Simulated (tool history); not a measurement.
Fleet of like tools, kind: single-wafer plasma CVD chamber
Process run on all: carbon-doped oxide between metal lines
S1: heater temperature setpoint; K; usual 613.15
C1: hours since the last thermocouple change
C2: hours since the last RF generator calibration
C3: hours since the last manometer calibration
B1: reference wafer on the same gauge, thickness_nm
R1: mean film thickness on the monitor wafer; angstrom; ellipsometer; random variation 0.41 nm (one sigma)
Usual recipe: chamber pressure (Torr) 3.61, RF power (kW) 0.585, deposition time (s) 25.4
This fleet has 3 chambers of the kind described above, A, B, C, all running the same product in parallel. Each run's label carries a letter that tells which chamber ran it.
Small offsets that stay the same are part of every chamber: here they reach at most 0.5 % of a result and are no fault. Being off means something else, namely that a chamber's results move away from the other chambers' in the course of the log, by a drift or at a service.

{"run": "1B", "hour": 10.7, "S1": 613.15, "chamber pressure (Torr)": 3.61, "RF power (kW)": 0.585, "deposition time (s)": 25.4, "C1": 411.1, "C2": 851.3, "C3": 1762.9, "B1": 134, "R1": 1409.6}
{"run": "2A", "hour": 18.0, "S1": 613.15, "chamber pressure (Torr)": 3.61, "RF power (kW)": 0.585, "deposition time (s)": 25.4, "C1": 1244, "C2": 2683.4, "C3": 401, "B1": 133.98, "R1": 1417.7}
{"run": "3C", "hour": 24.4, "S1": 613.15, "chamber pressure (Torr)": 3.61, "RF power (kW)": 0.585, "deposition time (s)": 25.4, "C1": 1545.3, "C2": 983.7, "C3": 107.7, "B1": 133.96, "R1": 1422.4}
{"run": "4B", "hour": 32.7, "S1": 613.15, "chamber pressure (Torr)": 3.61, "RF power (kW)": 0.585, "deposition time (s)": 25.4, "C1": 433.1, "C2": 873.3, "C3": 1784.9, "B1": 133.96, "R1": 1420.4}
{"run": "5C", "hour": 44.7, "S1": 613.15, "chamber pressure (Torr)": 3.61, "RF power (kW)": 0.585, "deposition time (s)": 25.4, "C1": 1565.6, "C2": 1004, "C3": 128, "B1": 133.94, "R1": 1419.3}
{"hour": 50.9, "done": "chamber A: RF generator calibrated"}
{"run": "6A", "hour": 55.6, "S1": 613.15, "chamber pressure (Torr)": 3.61, "RF power (kW)": 0.585, "deposition time (s)": 25.4, "C1": 1281.6, "C2": 4.8, "C3": 438.6, "B1": 134.02, "R1": 1418.6}
{"run": "7B", "hour": 68.6, "S1": 613.15, "chamber pressure (Torr)": 3.61, "RF power (kW)": 0.585, "deposition time (s)": 25.4, "C1": 469, "C2": 909.2, "C3": 1820.8, "B1": 134.08, "R1": 1414.9}
{"run": "8A", "hour": 81.4, "S1": 613.15, "chamber pressure (Torr)": 3.61, "RF power (kW)": 0.585, "deposition time (s)": 25.4, "C1": 1307.4, "C2": 30.6, "C3": 464.4, "B1": 133.96, "R1": 1419.4}
{"run": "9C", "hour": 88.3, "S1": 613.15, "chamber pressure (Torr)": 3.61, "RF power (kW)": 0.585, "deposition time (s)": 25.4, "C1": 1609.2, "C2": 1047.6, "C3": 171.6, "B1": 133.98, "R1": 1418}
{"run": "10B", "hour": 99.9, "S1": 613.15, "chamber pressure (Torr)": 3.61, "RF power (kW)": 0.585, "deposition time (s)": 25.4, "C1": 500.3, "C2": 940.5, "C3": 1852.1, "B1": 134.1, "R1": 1413.2}
{"run": "11C", "hour": 111.4, "S1": 613.15, "chamber pressure (Torr)": 3.61, "RF power (kW)": 0.585, "deposition time (s)": 25.4, "C1": 1632.3, "C2": 1070.7, "C3": 194.7, "B1": 134.03, "R1": 1417.3}
{"run": "12A", "hour": 120.8, "S1": 613.15, "chamber pressure (Torr)": 3.61, "RF power (kW)": 0.585, "deposition time (s)": 25.4, "C1": 1346.8, "C2": 70, "C3": 503.8, "B1": 134.08, "R1": 1422.7}
{"run": "13A", "hour": 130.7, "S1": 613.15, "chamber pressure (Torr)": 3.61, "RF power (kW)": 0.585, "deposition time (s)": 25.4, "C1": 1356.7, "C2": 79.9, "C3": 513.7, "B1": 133.98, "R1": 1413.9}
{"run": "14B", "hour": 144.3, "S1": 613.15, "chamber pressure (Torr)": 3.61, "RF power (kW)": 0.585, "deposition time (s)": 25.4, "C1": 544.7, "C2": 984.9, "C3": 1896.5, "B1": 134.02, "R1": 1418.1}
{"run": "15C", "hour": 151.9, "S1": 613.15, "chamber pressure (Torr)": 3.27, "RF power (kW)": 0.585, "deposition time (s)": 25.4, "C1": 1672.8, "C2": 1111.2, "C3": 235.2, "B1": 134.03, "R1": 1406}
{"run": "16A", "hour": 162.0, "S1": 613.15, "chamber pressure (Torr)": 3.27, "RF power (kW)": 0.585, "deposition time (s)": 25.4, "C1": 1388, "C2": 111.2, "C3": 545, "B1": 134.01, "R1": 1406}
{"run": "17B", "hour": 175.0, "S1": 613.15, "chamber pressure (Torr)": 3.27, "RF power (kW)": 0.585, "deposition time (s)": 25.4, "C1": 575.4, "C2": 1015.6, "C3": 1927.2, "B1": 134.04, "R1": 1397.7}
{"run": "18C", "hour": 182.4, "S1": 613.15, "chamber pressure (Torr)": 3.61, "RF power (kW)": 0.475, "deposition time (s)": 25.4, "C1": 1703.3, "C2": 1141.7, "C3": 265.7, "B1": 134.09, "R1": 1244.9}
{"run": "19A", "hour": 192.4, "S1": 613.15, "chamber pressure (Torr)": 3.61, "RF power (kW)": 0.475, "deposition time (s)": 25.4, "C1": 1418.4, "C2": 141.6, "C3": 575.4, "B1": 133.98, "R1": 1244.6}
{"run": "20B", "hour": 205.9, "S1": 613.15, "chamber pressure (Torr)": 3.61, "RF power (kW)": 0.475, "deposition time (s)": 25.4, "C1": 606.3, "C2": 1046.5, "C3": 1958.1, "B1": 134, "R1": 1235.4}
{"run": "21C", "hour": 215.5, "S1": 613.15, "chamber pressure (Torr)": 3.61, "RF power (kW)": 0.585, "deposition time (s)": 25.4, "C1": 1736.4, "C2": 1174.8, "C3": 298.8, "B1": 133.96, "R1": 1418.6}
{"run": "22C", "hour": 227.2, "S1": 613.15, "chamber pressure (Torr)": 3.61, "RF power (kW)": 0.585, "deposition time (s)": 25.4, "C1": 1748.1, "C2": 1186.5, "C3": 310.5, "B1": 134.02, "R1": 1424.4}
{"run": "23B", "hour": 234.9, "S1": 613.15, "chamber pressure (Torr)": 3.61, "RF power (kW)": 0.585, "deposition time (s)": 25.4, "C1": 635.3, "C2": 1075.5, "C3": 1987.1, "B1": 134, "R1": 1406.5}
{"run": "24A", "hour": 245.4, "S1": 599.15, "chamber pressure (Torr)": 3.61, "RF power (kW)": 0.585, "deposition time (s)": 27.4, "C1": 1471.4, "C2": 194.6, "C3": 628.4, "B1": 133.99, "R1": 1602.8}
{"run": "25A", "hour": 256.3, "S1": 599.15, "chamber pressure (Torr)": 3.61, "RF power (kW)": 0.585, "deposition time (s)": 27.4, "C1": 1482.3, "C2": 205.5, "C3": 639.3, "B1": 133.98, "R1": 1604.2}
{"run": "26C", "hour": 266.5, "S1": 599.15, "chamber pressure (Torr)": 3.61, "RF power (kW)": 0.585, "deposition time (s)": 27.4, "C1": 1787.4, "C2": 1225.8, "C3": 349.8, "B1": 134.08, "R1": 1613.2}
{"run": "27B", "hour": 277.9, "S1": 613.15, "chamber pressure (Torr)": 3.61, "RF power (kW)": 0.585, "deposition time (s)": 25.4, "C1": 678.3, "C2": 1118.5, "C3": 2030.1, "B1": 133.96, "R1": 1408.6}
{"run": "28A", "hour": 285.6, "S1": 613.15, "chamber pressure (Torr)": 3.61, "RF power (kW)": 0.585, "deposition time (s)": 27.4, "C1": 1511.6, "C2": 234.8, "C3": 668.6, "B1": 134, "R1": 1526.7}
{"run": "29B", "hour": 292.4, "S1": 613.15, "chamber pressure (Torr)": 3.61, "RF power (kW)": 0.585, "deposition time (s)": 27.4, "C1": 692.8, "C2": 1133, "C3": 2044.6, "B1": 134.05, "R1": 1517.2}
{"run": "30C", "hour": 300.5, "S1": 613.15, "chamber pressure (Torr)": 3.61, "RF power (kW)": 0.585, "deposition time (s)": 27.4, "C1": 1821.4, "C2": 1259.8, "C3": 383.8, "B1": 133.99, "R1": 1541.1}

Is one chamber out of step, is the gauge drifting, or do the chambers differ by no more than their own small offsets? For an off chamber, give its letter and the likeliest cause.

The fleet is healthy, with each chamber sitting at its usual small offset and no drift in the gauge.

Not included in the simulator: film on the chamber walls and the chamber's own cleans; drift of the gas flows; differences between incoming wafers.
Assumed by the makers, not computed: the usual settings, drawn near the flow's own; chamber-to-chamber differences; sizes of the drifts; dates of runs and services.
